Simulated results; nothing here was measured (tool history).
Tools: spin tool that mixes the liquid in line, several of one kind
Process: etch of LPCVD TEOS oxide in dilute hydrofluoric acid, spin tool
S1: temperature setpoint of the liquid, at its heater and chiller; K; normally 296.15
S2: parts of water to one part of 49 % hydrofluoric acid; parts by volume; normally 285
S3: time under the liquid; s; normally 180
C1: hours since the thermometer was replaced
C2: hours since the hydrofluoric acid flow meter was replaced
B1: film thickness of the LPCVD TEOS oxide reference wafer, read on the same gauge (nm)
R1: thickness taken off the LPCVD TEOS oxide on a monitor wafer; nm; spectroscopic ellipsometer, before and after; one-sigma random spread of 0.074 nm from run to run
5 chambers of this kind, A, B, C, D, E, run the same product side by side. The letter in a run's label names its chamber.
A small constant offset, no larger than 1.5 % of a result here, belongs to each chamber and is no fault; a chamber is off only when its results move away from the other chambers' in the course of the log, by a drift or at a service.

Run 1A, hour 7.4: usual settings; C1 2617.2; C2 624.0; B1 130.03. Result: R1 8.3958 nm.
Run 2E, hour 16.2: usual settings; C1 525.7; C2 56.7; B1 129.99. Result: R1 8.3413 nm.
Run 3D, hour 23.3: usual settings; C1 848.8; C2 1496.8; B1 130.05. Result: R1 8.4923 nm.
Run 4C, hour 32.5: usual settings; C1 1505.3; C2 807.1; B1 129.99. Result: R1 8.3470 nm.
Run 5B, hour 40.2: usual settings; C1 159.2; C2 100.7; B1 130.02. Result: R1 8.4601 nm.
Run 6B, hour 45.8: usual settings; C1 164.8; C2 106.3; B1 129.92. Result: R1 8.3895 nm.
Run 7E, hour 54.0: usual settings; C1 563.5; C2 94.5; B1 130.00. Result: R1 8.2747 nm.
Run 8C, hour 62.1: usual settings; C1 1534.9; C2 836.7; B1 129.96. Result: R1 8.5848 nm.
Run 9D, hour 69.0: usual settings; C1 894.5; C2 1542.5; B1 130.01. Result: R1 8.3979 nm.
Run 10A, hour 78.4: usual settings; C1 2688.2; C2 695.0; B1 130.03. Result: R1 8.2568 nm.
Run 11C, hour 86.1: usual settings; C1 1558.9; C2 860.7; B1 130.01. Result: R1 8.4425 nm.
Run 12B, hour 95.9: usual settings but S1 293.65 K, S2 385 parts by volume; C1 214.9; C2 156.4; B1 129.99. Result: R1 5.1325 nm.
Run 13A, hour 104.5: usual settings but S1 293.65 K, S2 385 parts by volume; C1 2714.3; C2 721.1; B1 129.98. Result: R1 5.0810 nm.
At hour 106.9: chamber A: thermometer replaced.
Run 14D, hour 109.7: usual settings but S1 293.65 K, S2 385 parts by volume; C1 935.2; C2 1583.2; B1 129.99. Result: R1 5.2014 nm.
Run 15E, hour 121.2: usual settings but S1 293.65 K, S2 385 parts by volume; C1 630.7; C2 161.7; B1 130.01. Result: R1 5.1190 nm.
Run 16E, hour 129.0: usual settings but S1 293.65 K, S2 385 parts by volume; C1 638.5; C2 169.5; B1 129.99. Result: R1 5.1451 nm.
At hour 134.8: chamber D: thermometer replaced.
Run 17C, hour 136.8: usual settings; C1 1609.6; C2 911.4; B1 130.03. Result: R1 8.4329 nm.
At hour 137.5: chamber D: hydrofluoric acid flow meter replaced.
Run 18D, hour 145.8: usual settings; C1 11.0; C2 8.4; B1 130.01. Result: R1 8.2831 nm.
Run 19B, hour 151.9: usual settings; C1 270.9; C2 212.4; B1 130.05. Result: R1 8.3977 nm.
Run 20A, hour 160.1: usual settings; C1 53.3; C2 776.7; B1 129.98. Result: R1 8.3899 nm.
Run 21C, hour 167.5: usual settings but S2 160 parts by volume; C1 1640.3; C2 942.1; B1 130.02. Result: R1 17.1040 nm.
Run 22B, hour 176.6: usual settings but S2 160 parts by volume; C1 295.6; C2 237.1; B1 129.98. Result: R1 17.3400 nm.
Run 23E, hour 187.7: usual settings but S2 160 parts by volume; C1 697.2; C2 228.2; B1 129.98. Result: R1 16.5240 nm.
Run 24D, hour 195.4: usual settings but S2 160 parts by volume; C1 60.6; C2 58.0; B1 130.01. Result: R1 16.6140 nm.
Run 25A, hour 200.6: usual settings but S2 160 parts by volume; C1 93.8; C2 817.2; B1 130.03. Result: R1 16.8940 nm.
Run 26D, hour 209.9: usual settings; C1 75.1; C2 72.5; B1 129.98. Result: R1 8.3365 nm.
Run 27B, hour 217.6: usual settings; C1 336.6; C2 278.1; B1 129.95. Result: R1 8.3967 nm.
At hour 224.3: chamber E: thermometer replaced.
Run 28E, hour 225.9: usual settings; C1 1.7; C2 266.4; B1 130.00. Result: R1 8.3644 nm.
Run 29C, hour 236.6: usual settings but S2 390 parts by volume, S3 140 s; C1 1709.4; C2 1011.2; B1 130.02. Result: R1 4.4430 nm.
Run 30A, hour 243.4: usual settings but S2 390 parts by volume, S3 140 s; C1 136.6; C2 860.0; B1 129.98. Result: R1 4.3060 nm.
Run 31A, hour 251.2: usual settings but S2 390 parts by volume, S3 140 s; C1 144.4; C2 867.8; B1 129.99. Result: R1 4.3553 nm.
Run 32B, hour 258.1: usual settings but S2 390 parts by volume, S3 140 s; C1 377.1; C2 318.6; B1 129.98. Result: R1 4.3052 nm.
Run 33E, hour 266.4: usual settings but S2 390 parts by volume, S3 140 s; C1 42.2; C2 306.9; B1 129.94. Result: R1 4.2831 nm.
Run 34C, hour 272.0: usual settings; C1 1744.8; C2 1046.6; B1 130.02. Result: R1 8.5579 nm.
Run 35D, hour 282.0: usual settings; C1 147.2; C2 144.6; B1 129.98. Result: R1 8.4085 nm.
Run 36D, hour 288.5: usual settings; C1 153.7; C2 151.1; B1 130.00. Result: R1 8.4914 nm.
Run 37E, hour 293.5: usual settings; C1 69.3; C2 334.0; B1 130.03. Result: R1 8.2803 nm.
Run 38C, hour 300.8: usual settings; C1 1773.6; C2 1075.4; B1 129.99. Result: R1 8.4399 nm.

Has any chamber moved away from the others, gradually or after a service, or does the common gauge drift, or do the chambers differ only by their own small steady offsets? State the chamber and the most likely cause if one applies.

Neither any chamber nor the gauge drifts; the chambers differ only by their own small, steady offsets.

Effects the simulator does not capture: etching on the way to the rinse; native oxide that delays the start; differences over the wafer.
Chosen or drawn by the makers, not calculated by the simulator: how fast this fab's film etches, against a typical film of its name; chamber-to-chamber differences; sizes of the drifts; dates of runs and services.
